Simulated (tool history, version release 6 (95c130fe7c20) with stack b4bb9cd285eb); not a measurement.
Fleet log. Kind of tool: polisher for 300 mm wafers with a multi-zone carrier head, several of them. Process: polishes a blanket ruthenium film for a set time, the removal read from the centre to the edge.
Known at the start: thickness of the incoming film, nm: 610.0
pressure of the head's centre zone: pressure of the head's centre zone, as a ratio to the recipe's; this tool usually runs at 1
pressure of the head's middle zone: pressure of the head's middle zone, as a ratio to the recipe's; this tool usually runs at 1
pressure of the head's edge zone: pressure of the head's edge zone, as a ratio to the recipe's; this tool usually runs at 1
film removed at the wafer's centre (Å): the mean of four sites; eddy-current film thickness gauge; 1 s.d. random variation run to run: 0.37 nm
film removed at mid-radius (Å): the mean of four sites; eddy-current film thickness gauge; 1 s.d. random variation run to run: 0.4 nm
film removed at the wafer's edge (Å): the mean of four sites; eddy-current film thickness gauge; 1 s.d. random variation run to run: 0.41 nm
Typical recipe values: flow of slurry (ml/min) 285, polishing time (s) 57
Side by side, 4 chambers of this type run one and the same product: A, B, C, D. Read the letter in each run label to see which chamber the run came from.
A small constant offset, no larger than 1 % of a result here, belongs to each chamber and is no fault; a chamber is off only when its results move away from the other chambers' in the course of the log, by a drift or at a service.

run	hour	flow of slurry (ml/min)	pressure of the head's centre zone	pressure of the head's middle zone	pressure of the head's edge zone	polishing time (s)	wafers polished on this pad	hours since the slurry nozzle was cleaned	hours since the centre zone pressure was calibrated	hours since the edge zone pressure was calibrated	film removed at the wafer's centre (Å)	film removed at mid-radius (Å)	film removed at the wafer's edge (Å)
1C	6	285	1	1	1	57	442	101.2	714.2	121.9	368.32	368.95	361.65
# hour 10.9: chamber D: worn pad replaced by a new one
2D	14.9	285	1	1	1	57	51	296.2	325.1	378.9	367.93	371.38	378.23
# hour 19.3: chamber A: slurry nozzle cleaned
3A	21.2	285	1	1	1	57	871	1.9	303.1	213.5	369.63	370.05	369.47
# hour 23.7: chamber D: centre zone pressure recalibrated
# hour 24.9: chamber C: worn pad replaced by a new one
# hour 30: chamber D: slurry nozzle cleaned
4B	32.1	285	1	1	1	57	702	266.8	99.6	445.8	362.41	358.89	368.15
5B	43	285	1	1	1	57	841	277.7	110.5	456.7	361.14	363.38	362.15
6D	49.8	285	1	0.92	1	57	496	19.9	26.1	413.8	370.22	346.48	365.93
# hour 52.6: chamber A: worn pad replaced by a new one
# hour 59.8: chamber D: worn pad replaced by a new one
7A	59.9	285	1	0.92	1	57	93	40.6	341.8	252.2	369.08	339.02	369.44
8C	69	285	1	0.92	1	57	562	164.2	777.2	184.9	373.06	346.25	372.46
# hour 70.4: chamber C: worn pad replaced by a new one
9D	74.8	285	1	0.92	1	57	192	44.9	51.1	438.8	371.82	345.36	371.51
10C	83.7	285	1	1	1	57	170	178.9	791.9	199.6	367.61	371.98	369.06
11B	88.8	285	1	1	1	57	1425	323.5	156.3	502.5	359.48	351.63	353.43
# hour 96.4: chamber A: edge zone pressure recalibrated
12A	97.4	285	1	1	1	57	571	78.1	379.3	1.1	364.99	361.92	364.25
13B	108.5	285	1	1	1	57	1676	343.2	176	522.2	353.15	354.11	351.84
# hour 109.7: chamber D: worn pad replaced by a new one
14C	115.2	285	1	1	1	57	571	210.4	823.4	231.1	375.13	371.76	363.99
15A	121.8	285	1	1	1	57	882	102.5	403.7	25.5	372.4	359.6	374.28
# hour 123.6: chamber C: worn pad replaced by a new one
16D	129.9	285	1.09	1	1	57	258	100	106.2	493.9	404.05	367.21	370.1
17D	138.1	285	1.09	1	1	57	362	108.2	114.4	502.1	415.65	366.02	363.73
18B	143.4	285	1.09	1	1	57	2121	378.1	210.9	557.1	389.63	344.12	352.46
19C	154	285	1.09	1	1	57	388	249.2	862.2	269.9	403.29	376.2	361
# hour 159.3: chamber D: worn pad replaced by a new one
# hour 162.2: chamber A: worn pad replaced by a new one
# hour 163.9: chamber C: worn pad replaced by a new one
20A	164.2	365	1	1	1	57	26	144.9	446.1	67.9	376.14	375.63	378.59
21D	170.9	365	1	1	1	57	148	141	147.2	534.9	376.84	375.13	378.87
22B	181.6	365	1	1	1	57	2608	416.3	249.1	595.3	357.4	349.33	347.78
23C	187.6	365	1	1	1	57	303	282.8	895.8	303.5	379.39	376.58	369.43
24A	197.1	285	1	1	1	57	445	177.8	479	100.8	370.39	366.83	368.57
25D	203.3	285	1	1	0.95	38	561	173.4	179.6	567.3	249.64	244.72	238.27
# hour 204.9: chamber C: worn pad replaced by a new one
# hour 207.9: chamber D: worn pad replaced by a new one
26B	213.9	285	1	1	0.95	38	3020	448.6	281.4	627.6	228.9	223.64	220.41
27C	224.5	285	1	1	0.95	38	250	319.7	932.7	340.4	248.68	250.18	239.67
28A	229.8	285	1	1	0.95	38	862	210.5	511.7	133.5	251.52	241.43	240.96
29D	234.8	285	1	1	1	57	343	204.9	211.1	598.8	365.72	366.72	363.15

Next, all 4 chambers run the settings below, one line each with question marks for the results. What does each chamber give?
30A	242.8	285	1	1	1.04	57					?	?	?
30B	242.8	285	1	1	1.04	57					?	?	?
30C	242.8	285	1	1	1.04	57					?	?	?
30D	242.8	285	1	1	1.04	57					?	?	?

run	film removed at the wafer's centre (Å)	film removed at mid-radius (Å)	film removed at the wafer's edge (Å)
30A	367.25	361.74	369.59
30B	329.41	335.33	334.82
30C	369.3	368.64	370.25
30D	368.84	376.21	384.3

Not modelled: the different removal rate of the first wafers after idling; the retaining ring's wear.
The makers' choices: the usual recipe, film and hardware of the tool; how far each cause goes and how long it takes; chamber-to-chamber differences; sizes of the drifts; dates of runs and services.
